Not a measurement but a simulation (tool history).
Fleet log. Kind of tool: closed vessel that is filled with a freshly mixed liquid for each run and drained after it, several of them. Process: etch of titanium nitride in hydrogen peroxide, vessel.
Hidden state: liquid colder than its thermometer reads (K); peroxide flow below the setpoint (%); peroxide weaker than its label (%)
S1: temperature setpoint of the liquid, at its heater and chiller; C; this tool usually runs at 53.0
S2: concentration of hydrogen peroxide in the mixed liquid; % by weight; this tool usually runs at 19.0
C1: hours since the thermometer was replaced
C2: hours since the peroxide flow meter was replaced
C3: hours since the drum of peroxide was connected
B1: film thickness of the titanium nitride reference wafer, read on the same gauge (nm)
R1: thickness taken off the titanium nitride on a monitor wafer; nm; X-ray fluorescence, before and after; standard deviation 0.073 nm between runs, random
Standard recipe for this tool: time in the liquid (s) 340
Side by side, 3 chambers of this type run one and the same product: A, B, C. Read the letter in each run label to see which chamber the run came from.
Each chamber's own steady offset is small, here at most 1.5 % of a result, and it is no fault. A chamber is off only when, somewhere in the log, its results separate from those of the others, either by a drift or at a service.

Run 1C, day 0.267: usual settings; C1 491.5; C2 1564.5; C3 1044.8; B1 109.99. Result: R1 10.6270 nm.
Run 2A, day 0.496: usual settings; C1 912.7; C2 1163.6; C3 296.1; B1 110.00. Result: R1 10.4570 nm.
Run 3B, day 0.671: usual settings; C1 2380.4; C2 264.4; C3 427.0; B1 110.00. Result: R1 10.4530 nm.
Run 4A, day 0.967: usual settings; C1 924.0; C2 1174.9; C3 307.4; B1 110.00. Result: R1 10.2530 nm.
Run 5C, day 1.162: usual settings but S1 46.0 C, time in the liquid (s) 445; C1 513.0; C2 1586.0; C3 1066.3; B1 110.00. Result: R1 8.1652 nm.
Run 6B, day 1.512: usual settings but S1 46.0 C, time in the liquid (s) 445; C1 2400.6; C2 284.6; C3 447.2; B1 109.99. Result: R1 8.1401 nm.
Run 7C, day 1.779: usual settings but S1 46.0 C, time in the liquid (s) 445; C1 527.8; C2 1600.8; C3 1081.1; B1 109.99. Result: R1 8.2126 nm.
Run 8A, day 2.000: usual settings; C1 948.8; C2 1199.7; C3 332.2; B1 110.00. Result: R1 10.2330 nm.
Run 9B, day 2.208: usual settings; C1 2417.3; C2 301.3; C3 463.9; B1 109.98. Result: R1 10.4940 nm.
Run 10C, day 2.421: usual settings; C1 543.2; C2 1616.2; C3 1096.5; B1 109.99. Result: R1 10.4620 nm.
Run 11A, day 2.596: usual settings; C1 963.1; C2 1214.0; C3 346.5; B1 110.02. Result: R1 10.1880 nm.
Run 12B, day 2.804: usual settings; C1 2431.6; C2 315.6; C3 478.2; B1 110.00. Result: R1 10.4920 nm.
At day 3.042: chamber B: thermometer replaced.
Run 13A, day 3.071: usual settings; C1 974.5; C2 1225.4; C3 357.9; B1 110.02. Result: R1 10.0680 nm.
Run 14C, day 3.283: usual settings but S1 57.0 C; C1 563.9; C2 1636.9; C3 1117.2; B1 110.00. Result: R1 14.0090 nm.
Run 15B, day 3.450: usual settings but S1 57.0 C; C1 9.8; C2 331.1; C3 493.7; B1 110.00. Result: R1 13.8820 nm.
Run 16C, day 3.667: usual settings but S1 57.0 C; C1 573.1; C2 1646.1; C3 1126.4; B1 110.00. Result: R1 13.8730 nm.
Run 17B, day 3.979: usual settings; C1 22.5; C2 343.8; C3 506.4; B1 109.99. Result: R1 10.5710 nm.
Run 18A, day 4.271: usual settings; C1 1003.3; C2 1254.2; C3 386.7; B1 110.00. Result: R1 9.8822 nm.
Run 19C, day 4.625: usual settings; C1 596.1; C2 1669.1; C3 1149.4; B1 109.98. Result: R1 10.3450 nm.
Run 20B, day 4.975: usual settings; C1 46.4; C2 367.7; C3 530.3; B1 109.99. Result: R1 10.7330 nm.
Run 21A, day 5.288: usual settings; C1 1027.7; C2 1278.6; C3 411.1; B1 110.01. Result: R1 9.8084 nm.
Run 22A, day 5.488: usual settings but S1 62.0 C, S2 21.5 % by weight; C1 1032.5; C2 1283.4; C3 415.9; B1 109.99. Result: R1 18.6250 nm.
Run 23B, day 5.817: usual settings but S1 62.0 C, S2 21.5 % by weight; C1 66.6; C2 387.9; C3 550.5; B1 110.01. Result: R1 20.3270 nm.
Run 24C, day 5.988: usual settings but S1 62.0 C, S2 21.5 % by weight; C1 628.8; C2 1701.8; C3 1182.1; B1 110.01. Result: R1 19.9030 nm.
Run 25B, day 6.250: usual settings; C1 77.0; C2 398.3; C3 560.9; B1 110.02. Result: R1 10.4330 nm.
Run 26C, day 6.608: usual settings; C1 643.7; C2 1716.7; C3 1197.0; B1 110.00. Result: R1 10.4780 nm.
Run 27A, day 6.883: usual settings; C1 1066.0; C2 1316.9; C3 449.4; B1 110.02. Result: R1 9.6344 nm.
Run 28A, day 7.042: usual settings; C1 1069.8; C2 1320.7; C3 453.2; B1 109.99. Result: R1 9.6411 nm.
Run 29B, day 7.321: usual settings but S1 43.5 C; C1 102.7; C2 424.0; C3 586.6; B1 109.99. Result: R1 5.1838 nm.

Has any chamber moved away from the others, gradually or after a service, or does the common gauge drift, or do the chambers differ only by their own small steady offsets? State the chamber and the most likely cause if one applies.

Little by little, chamber A moves away from the other chambers.
What lies behind it: liquid colder than its thermometer reads (K) = 1.18.

Chamber A could run next with any of the 4 candidate recipes listed below; each alters the usual settings, and their results appear as question marks. Which one brings its results back in line with what the other chambers deliver on the usual settings?
In line means no further than this from the other chambers' mean on the usual settings: R1 0.2600 nm
Run 30A-1, day 7.583: usual settings but S1 51.5 C, time in the liquid (s) 310. Result: R1 ?.
Run 30A-2, day 7.583: usual settings but S1 56.0 C. Result: R1 ?.
Run 30A-3, day 7.583: usual settings but time in the liquid (s) 305. Result: R1 ?.
Run 30A-4, day 7.583: usual settings but time in the liquid (s) 375. Result: R1 ?.

Other chambers, usual settings, mean: R1 10.5000 nm
  run       R1
30A-1   7.7267
30A-2  11.7110
30A-3   8.4782
30A-4  10.4240
30A-4 puts the chamber back in line with the other chambers.
